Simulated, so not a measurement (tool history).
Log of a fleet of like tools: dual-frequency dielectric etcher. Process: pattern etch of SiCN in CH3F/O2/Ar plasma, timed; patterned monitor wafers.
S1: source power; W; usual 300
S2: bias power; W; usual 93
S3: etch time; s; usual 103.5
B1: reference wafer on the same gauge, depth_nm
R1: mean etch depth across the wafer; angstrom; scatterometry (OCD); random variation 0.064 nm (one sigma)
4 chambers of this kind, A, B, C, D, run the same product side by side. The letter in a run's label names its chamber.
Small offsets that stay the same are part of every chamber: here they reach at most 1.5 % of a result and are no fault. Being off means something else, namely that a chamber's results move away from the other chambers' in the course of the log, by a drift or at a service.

| run | day | S1 | S2 | S3 | B1 | R1 |
|---|---|---|---|---|---|---|
| 1B | 0.117 | 300 | 93 | 103.5 | 33.989 | 382.68 |
| 2D | 0.292 | 300 | 93 | 103.5 | 33.992 | 381.38 |
| 3A | 0.479 | 300 | 93 | 103.5 | 33.983 | 378.74 |
| 4C | 0.679 | 300 | 93 | 103.5 | 33.961 | 385.87 |
| 5A | 0.800 | 300 | 93 | 103.5 | 33.964 | 377.28 |
| 6B | 1.017 | 300 | 93 | 103.5 | 33.954 | 382.26 |
| 7D | 1.125 | 300 | 93 | 103.5 | 33.947 | 381.71 |
| 8C | 1.333 | 300 | 93 | 103.5 | 33.937 | 384.93 |
| 9C | 1.475 | 300 | 93 | 103.5 | 33.954 | 385.77 |
| 10A | 1.658 | 300 | 93 | 103.5 | 33.926 | 378.14 |
| 11B | 1.846 | 300 | 93 | 103.5 | 33.922 | 382.11 |
| 12D | 2.029 | 300 | 93 | 103.5 | 33.910 | 381.69 |
| 13C | 2.200 | 300 | 103 | 103.5 | 33.908 | 399.76 |
| 14A | 2.396 | 300 | 103 | 103.5 | 33.901 | 392.19 |
| 15B | 2.604 | 300 | 103 | 103.5 | 33.892 | 396.93 |
| 16D | 2.800 | 300 | 103 | 103.5 | 33.876 | 395.95 |
| 17C | 2.946 | 300 | 93 | 103.5 | 33.892 | 383.37 |
| 18B | 3.133 | 300 | 93 | 103.5 | 33.868 | 380.74 |
| 19D | 3.321 | 300 | 93 | 103.5 | 33.852 | 380.33 |
| 20A | 3.504 | 300 | 93 | 103.5 | 33.864 | 376.92 |
| 21D | 3.704 | 300 | 93 | 103.5 | 33.842 | 380.70 |
| 22C | 3.821 | 300 | 93 | 103.5 | 33.843 | 383.81 |
| 23B | 3.925 | 300 | 114 | 103.5 | 33.848 | 411.80 |
| 24A | 4.046 | 300 | 114 | 103.5 | 33.830 | 407.03 |
| 25A | 4.242 | 300 | 114 | 103.5 | 33.809 | 407.61 |
| 26B | 4.400 | 300 | 114 | 103.5 | 33.826 | 411.58 |
| 27C | 4.567 | 300 | 93 | 103.5 | 33.797 | 384.18 |
| 28D | 4.758 | 300 | 93 | 103.5 | 33.809 | 381.06 |
| 29A | 4.983 | 300 | 93 | 103.5 | 33.791 | 375.89 |
| 30D | 5.171 | 300 | 93 | 103.5 | 33.792 | 379.79 |
| 31C | 5.333 | 300 | 93 | 103.5 | 33.789 | 382.83 |
| 32B | 5.554 | 300 | 93 | 103.5 | 33.763 | 379.64 |

One chamber off, gauge drift, or nothing amiss beyond the chambers' own small offsets? If it is a chamber, which one, and what is the likeliest cause?

The gauge drifts, so all chambers seem to drift together. No chamber is off.
What lies behind it: gauge reads low (%) = 0.689.
